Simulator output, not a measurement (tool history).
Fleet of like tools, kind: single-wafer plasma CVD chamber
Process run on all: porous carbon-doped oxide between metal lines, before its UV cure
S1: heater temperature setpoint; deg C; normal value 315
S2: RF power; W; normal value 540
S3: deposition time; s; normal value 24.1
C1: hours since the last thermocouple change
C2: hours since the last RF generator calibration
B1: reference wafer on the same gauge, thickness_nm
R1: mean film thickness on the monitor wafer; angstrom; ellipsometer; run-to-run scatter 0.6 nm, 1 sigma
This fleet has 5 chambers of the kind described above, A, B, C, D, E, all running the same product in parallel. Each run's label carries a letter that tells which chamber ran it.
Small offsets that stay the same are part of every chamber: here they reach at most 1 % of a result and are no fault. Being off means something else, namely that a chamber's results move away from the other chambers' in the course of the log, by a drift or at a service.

Run 1B, day 0.367: usual settings; C1 1473.5; C2 1230.8; B1 118.82. Result: R1 1264.4 angstrom.
Run 2D, day 0.679: usual settings; C1 1636.6; C2 836.1; B1 119. Result: R1 1259.5 angstrom.
Run 3C, day 0.867: usual settings; C1 442.3; C2 1185.5; B1 118.95. Result: R1 1266 angstrom.
Run 4E, day 1.088: usual settings; C1 901.1; C2 588.2; B1 119.16. Result: R1 1268.9 angstrom.
Run 5A, day 1.471: usual settings; C1 2431.7; C2 286.6; B1 119.05. Result: R1 1273.7 angstrom.
Run 6B, day 1.842: usual settings; C1 1508.9; C2 1266.2; B1 119.03. Result: R1 1278.4 angstrom.
Run 7C, day 2.158: usual settings; C1 473.3; C2 1216.5; B1 119.01. Result: R1 1270.9 angstrom.
Run 8A, day 2.508: usual settings; C1 2456.6; C2 311.5; B1 118.98. Result: R1 1271.8 angstrom.
Run 9E, day 2.7: usual settings; C1 939.8; C2 626.9; B1 118.89. Result: R1 1260.9 angstrom.
Run 10D, day 3.042: usual settings; C1 1693.3; C2 892.8; B1 119.13. Result: R1 1272.3 angstrom.
At day 3.054: chamber B: thermocouple changed; heater temperature recalibrated.
Run 11D, day 3.271: usual settings but S1 324 deg C, S2 600 W; C1 1698.8; C2 898.3; B1 118.84. Result: R1 1302.8 angstrom.
Run 12A, day 3.675: usual settings but S1 324 deg C, S2 600 W; C1 2484.6; C2 339.5; B1 119.06. Result: R1 1298.5 angstrom.
Run 13B, day 3.883: usual settings but S1 324 deg C, S2 600 W; C1 19.9; C2 1315.2; B1 119.03. Result: R1 1298.8 angstrom.
Run 14E, day 4.192: usual settings but S1 324 deg C, S2 600 W; C1 975.6; C2 662.7; B1 119.01. Result: R1 1292.7 angstrom.
Run 15C, day 4.492: usual settings but S1 324 deg C, S2 600 W; C1 529.3; C2 1272.5; B1 119.06. Result: R1 1312.3 angstrom.
Run 16D, day 4.917: usual settings; C1 1738.3; C2 937.8; B1 119.01. Result: R1 1280.9 angstrom.
Run 17C, day 5.246: usual settings; C1 547.4; C2 1290.6; B1 118.96. Result: R1 1272.5 angstrom.
Run 18A, day 5.633: usual settings; C1 2531.6; C2 386.5; B1 118.91. Result: R1 1249.4 angstrom.
Run 19E, day 5.971: usual settings; C1 1018.3; C2 705.4; B1 118.9. Result: R1 1259.3 angstrom.
Run 20B, day 6.267: usual settings but S2 495 W; C1 77.1; C2 1372.4; B1 119.02. Result: R1 1202.3 angstrom.
Run 21E, day 6.675: usual settings but S2 495 W; C1 1035.2; C2 722.3; B1 119. Result: R1 1193.6 angstrom.
Run 22D, day 7.092: usual settings but S2 495 W; C1 1790.5; C2 990; B1 119. Result: R1 1203.1 angstrom.
Run 23C, day 7.371: usual settings but S2 495 W; C1 598.4; C2 1341.6; B1 118.95. Result: R1 1196.7 angstrom.
Run 24A, day 7.654: usual settings but S2 495 W; C1 2580.1; C2 435; B1 119.02. Result: R1 1172.8 angstrom.
Run 25B, day 7.925: usual settings; C1 116.9; C2 1412.2; B1 118.91. Result: R1 1268.6 angstrom.
Run 26D, day 8.112: usual settings; C1 1815; C2 1014.5; B1 119.04. Result: R1 1281.8 angstrom.
Run 27A, day 8.508: usual settings; C1 2600.6; C2 455.5; B1 119.02. Result: R1 1241 angstrom.
Run 28B, day 8.783: usual settings; C1 137.5; C2 1432.8; B1 118.96. Result: R1 1263.3 angstrom.
Run 29C, day 9.033: usual settings; C1 638.3; C2 1381.5; B1 118.99. Result: R1 1278.5 angstrom.
Run 30E, day 9.3: usual settings; C1 1098.2; C2 785.3; B1 119.13. Result: R1 1260 angstrom.
Run 31B, day 9.621: usual settings but S1 325 deg C, S2 480 W; C1 157.6; C2 1452.9; B1 118.93. Result: R1 1109.6 angstrom.
Run 32E, day 9.988: usual settings but S1 325 deg C, S2 480 W; C1 1114.7; C2 801.8; B1 119.05. Result: R1 1103.7 angstrom.

Which is it: a chamber that has drifted or been left off by a service, a gauge drift common to all chambers, or only each chamber's usual small offset? If a chamber is off, name it and its likeliest cause.

Chamber A drifts away from the others.
Likeliest cause: delivered RF power below the setpoint (%) = 5.55.
The log may not tell that from: wafer temperature above the value expected at the setpoint (K).

Here are 4 candidates for chamber A's next run, each the usual settings with a change, their results left as question marks. Which one brings its results back in line with what the others give on the usual settings?
To be in line, a result may differ from the other chambers' mean on the usual settings by at most: R1 21 angstrom
Run 33A-1, day 10.292: usual settings but S1 316 deg C, S2 530 W, S3 23.6 s. Result: R1 ?.
Run 33A-2, day 10.292: usual settings but S1 318 deg C, S2 500 W. Result: R1 ?.
Run 33A-3, day 10.292: usual settings but S1 312 deg C, S2 580 W. Result: R1 ?.
Run 33A-4, day 10.292: usual settings but S1 314 deg C, S2 550 W, S3 24.6 s. Result: R1 ?.

Usual-settings mean across the other chambers: R1 1270.8 angstrom
  run      R1
33A-1  1180.2
33A-2    1146
33A-3  1305.6
33A-4  1272.2
With 33A-4, the chamber falls back in line with the rest.
